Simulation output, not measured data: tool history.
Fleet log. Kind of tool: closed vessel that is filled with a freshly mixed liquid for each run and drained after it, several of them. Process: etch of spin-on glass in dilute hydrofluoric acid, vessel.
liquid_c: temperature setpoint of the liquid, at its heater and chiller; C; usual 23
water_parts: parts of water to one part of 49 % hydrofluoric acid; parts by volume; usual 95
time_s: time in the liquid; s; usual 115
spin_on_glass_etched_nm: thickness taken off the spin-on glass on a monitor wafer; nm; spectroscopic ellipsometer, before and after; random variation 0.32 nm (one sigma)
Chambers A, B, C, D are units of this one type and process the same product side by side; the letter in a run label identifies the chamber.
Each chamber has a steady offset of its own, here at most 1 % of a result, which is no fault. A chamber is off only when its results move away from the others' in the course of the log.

| run | day | liquid_c | water_parts | time_s | read-back film thickness of the spin-on glass reference wafer, read on the same gauge (nm) | spin_on_glass_etched_nm |
|---|---|---|---|---|---|---|
| 1C | 0.146 | 23 | 95 | 115 | 70.001 | 36.525 |
| 2B | 0.408 | 23 | 95 | 115 | 70.022 | 36.014 |
| 3A | 0.683 | 23 | 95 | 115 | 70.017 | 35.911 |
| 4D | 0.829 | 23 | 95 | 115 | 70.023 | 35.508 |
| 5D | 1.112 | 23 | 95 | 115 | 69.986 | 35.795 |
| 6A | 1.412 | 23 | 95 | 115 | 69.984 | 35.854 |
| 7B | 1.721 | 23 | 95 | 115 | 70 | 35.737 |
| 8C | 1.929 | 23 | 95 | 115 | 70.015 | 36.511 |
| 9D | 2.179 | 23 | 95 | 95 | 70.018 | 29.041 |
| 10A | 2.433 | 23 | 95 | 95 | 70.044 | 29.79 |
| 11B | 2.604 | 23 | 95 | 95 | 69.994 | 29.396 |
| 12C | 2.829 | 23 | 95 | 95 | 70.023 | 30.438 |
|  | 3.021 | chamber C: hydrofluoric acid flow meter replaced |
| 13B | 3.112 | 23 | 95 | 115 | 69.982 | 35.761 |
| 14A | 3.321 | 23 | 95 | 115 | 70.017 | 36.222 |
| 15D | 3.625 | 23 | 95 | 115 | 70.035 | 35.906 |
| 16C | 3.833 | 23 | 95 | 115 | 69.976 | 36.181 |
| 17B | 4.1 | 23 | 95 | 115 | 69.987 | 35.826 |
| 18A | 4.396 | 25.5 | 75 | 115 | 69.97 | 50.951 |
| 19D | 4.558 | 25.5 | 75 | 115 | 69.99 | 51.15 |
| 20C | 4.754 | 25.5 | 75 | 115 | 69.981 | 52.488 |
| 21D | 4.992 | 25.5 | 75 | 115 | 70.014 | 51.556 |
| 22B | 5.279 | 23 | 95 | 115 | 70.008 | 35.773 |
| 23A | 5.512 | 23 | 95 | 115 | 70.001 | 35.242 |
| 24C | 5.817 | 23 | 95 | 115 | 70.001 | 35.966 |
| 25A | 6.108 | 23 | 95 | 115 | 70.033 | 34.48 |
| 26B | 6.338 | 23 | 95 | 115 | 70.023 | 36.237 |
| 27D | 6.521 | 23 | 95 | 115 | 69.998 | 35.67 |
| 28C | 6.762 | 23 | 95 | 115 | 69.991 | 36.439 |
| 29A | 6.962 | 23 | 95 | 115 | 70.01 | 34.283 |
| 30C | 7.229 | 23 | 95 | 115 | 69.979 | 35.646 |
| 31B | 7.45 | 23 | 95 | 115 | 69.986 | 35.983 |
| 32D | 7.667 | 23 | 125 | 155 | 70.033 | 34.773 |
| 33D | 7.938 | 23 | 125 | 155 | 69.989 | 35.143 |
| 34C | 8.183 | 23 | 125 | 155 | 69.99 | 36.248 |
| 35A | 8.483 | 23 | 125 | 155 | 70.011 | 33.047 |
| 36B | 8.712 | 23 | 95 | 170 | 69.956 | 52.486 |
| 37C | 8.875 | 23 | 95 | 170 | 70.041 | 53.768 |

All 4 chambers run these settings next. Forecast each chamber's results:
| 38A | 9.104 | 23 | 95 | 90 |  | ? |
| 38B | 9.104 | 23 | 95 | 90 |  | ? |
| 38C | 9.104 | 23 | 95 | 90 |  | ? |
| 38D | 9.104 | 23 | 95 | 90 |  | ? |

| run | spin_on_glass_etched_nm |
|---|---|
| 38A | 26.732 |
| 38B | 28.385 |
| 38C | 28.16 |
| 38D | 27.38 |
